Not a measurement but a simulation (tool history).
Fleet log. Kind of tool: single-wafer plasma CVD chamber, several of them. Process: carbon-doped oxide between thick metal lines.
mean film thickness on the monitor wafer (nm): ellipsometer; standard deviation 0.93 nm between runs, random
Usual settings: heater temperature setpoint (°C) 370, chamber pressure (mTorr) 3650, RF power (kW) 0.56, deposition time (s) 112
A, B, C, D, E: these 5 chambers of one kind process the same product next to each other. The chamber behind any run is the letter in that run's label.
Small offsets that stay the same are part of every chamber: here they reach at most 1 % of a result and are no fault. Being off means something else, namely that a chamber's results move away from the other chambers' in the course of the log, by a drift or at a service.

run     day  heater temperature setpoint (°C)  chamber pressure (mTorr)  RF power (kW)  deposition time (s)  read-back reference wafer on the same gauge, thickness_nm  mean film thickness on the monitor wafer (nm)
 1A   0.558                               370                      3650           0.56                  112                                                     550.32                                         550.86
 2C   1.067                               370                      3650           0.56                  112                                                     550.16                                          547.2
 3D     1.4                               370                      3650           0.56                  112                                                     550.25                                          556.5
 4B   1.858                               370                      3650           0.56                  112                                                     550.48                                         558.27
 5E   2.142                               370                      2780           0.56                  112                                                      550.3                                         540.25
 6C   2.442                               370                      2780           0.56                  112                                                     550.37                                         532.35
 7D   2.925                               370                      2780           0.56                  112                                                     550.66                                         537.99
 8A   3.417                               370                      2780           0.56                  112                                                      550.6                                         534.66
 9E   3.912                               370                      2780           0.56                  112                                                     550.89                                         542.04
10B   4.433                               370                      3650           0.56                  112                                                     550.75                                         556.77
11C   4.875                               370                      3650           0.56                  112                                                     550.83                                         551.38
12B   5.229                               357                      3650           0.56                  112                                                     550.95                                         573.09
13D   5.712                               357                      3650           0.56                  112                                                     550.98                                         571.87
      6.008  -- chamber E: RF generator calibrated
14E   6.121                               357                      3650           0.56                  112                                                     551.06                                         575.72
15A   6.662                               357                      3650           0.56                  112                                                     551.05                                         566.58
16E   7.183                               357                      3650           0.56                  112                                                      551.6                                         573.42
17D   7.671                               370                      3650           0.56                  112                                                     551.35                                         557.32
18C   8.238                               370                      3650           0.56                  112                                                     551.42                                         548.81
19A   8.829                               370                      3650           0.56                  112                                                      551.7                                         551.05
      9.083  -- chamber D: capacitance manometer re-zeroed and calibrated
20B   9.379                               370                      3650           0.56                  112                                                     551.65                                         558.31
21B   9.967                               370                      3650           0.56                  112                                                     551.74                                         558.71
22E  10.346                               370                      3650           0.56                  112                                                     551.85                                          558.3
23A  10.908                               370                      3650           0.56                  112                                                     551.72                                          551.4
24D  11.212                               370                      3650           0.56                  112                                                     552.01                                         556.27
25C  11.771                               370                      3650           0.56                  112                                                     552.11                                         551.02
26D  12.208                               370                      3650           0.56                  112                                                     552.12                                          556.4
27B  12.717                               370                      3650           0.56                  112                                                     552.38                                         559.37
28C  13.275                               370                      3650           0.56                  112                                                     552.32                                         551.33
29E  13.871                               370                      3650           0.56                  112                                                     552.52                                         560.17
30A  14.288                               370                      3650           0.56                  112                                                     552.54                                         551.96
31E  14.738                               370                      3650           0.56                  112                                                     552.57                                         560.19
32C  15.283                               370                      3650           0.56                  112                                                      552.8                                         551.38
33B  15.846                               370                      3650           0.56                  112                                                     553.14                                         558.61
34D  16.433                               370                      3650           0.56                  112                                                     552.97                                         559.17
35A  16.908                               370                      3650           0.56                  112                                                     553.02                                         553.45
     17.338  -- chamber A: RF generator calibrated
36C   17.45                               370                      3650           0.56                  112                                                     553.16                                         550.41
37D  17.712                               370                      3650           0.56                  112                                                     553.21                                         559.39
38E  18.071                               370                      3650           0.56                  112                                                     553.41                                          559.8
39B  18.383                               370                      3650           0.56                  112                                                     553.46                                         560.16
40A  18.717                               376                      3650           0.56                  112                                                     553.36                                         545.04
41D  19.146                               376                      3650           0.56                  112                                                     553.55                                         553.31
42C  19.612                               376                      3650           0.56                  112                                                     553.83                                         545.62
43E  20.042                               376                      3650           0.56                  112                                                     553.54                                         554.24

Next, all 5 chambers run the settings below, one line each with question marks for the results. What does each chamber give?
44A  20.475                               370                      3650           0.56                  112                                                                                                         ?
44B  20.475                               370                      3650           0.56                  112                                                                                                         ?
44C  20.475                               370                      3650           0.56                  112                                                                                                         ?
44D  20.475                               370                      3650           0.56                  112                                                                                                         ?
44E  20.475                               370                      3650           0.56                  112                                                                                                         ?

run  mean film thickness on the monitor wafer (nm)
44A                                         554.57
44B                                          561.2
44C                                         550.44
44D                                         559.32
44E                                          560.6

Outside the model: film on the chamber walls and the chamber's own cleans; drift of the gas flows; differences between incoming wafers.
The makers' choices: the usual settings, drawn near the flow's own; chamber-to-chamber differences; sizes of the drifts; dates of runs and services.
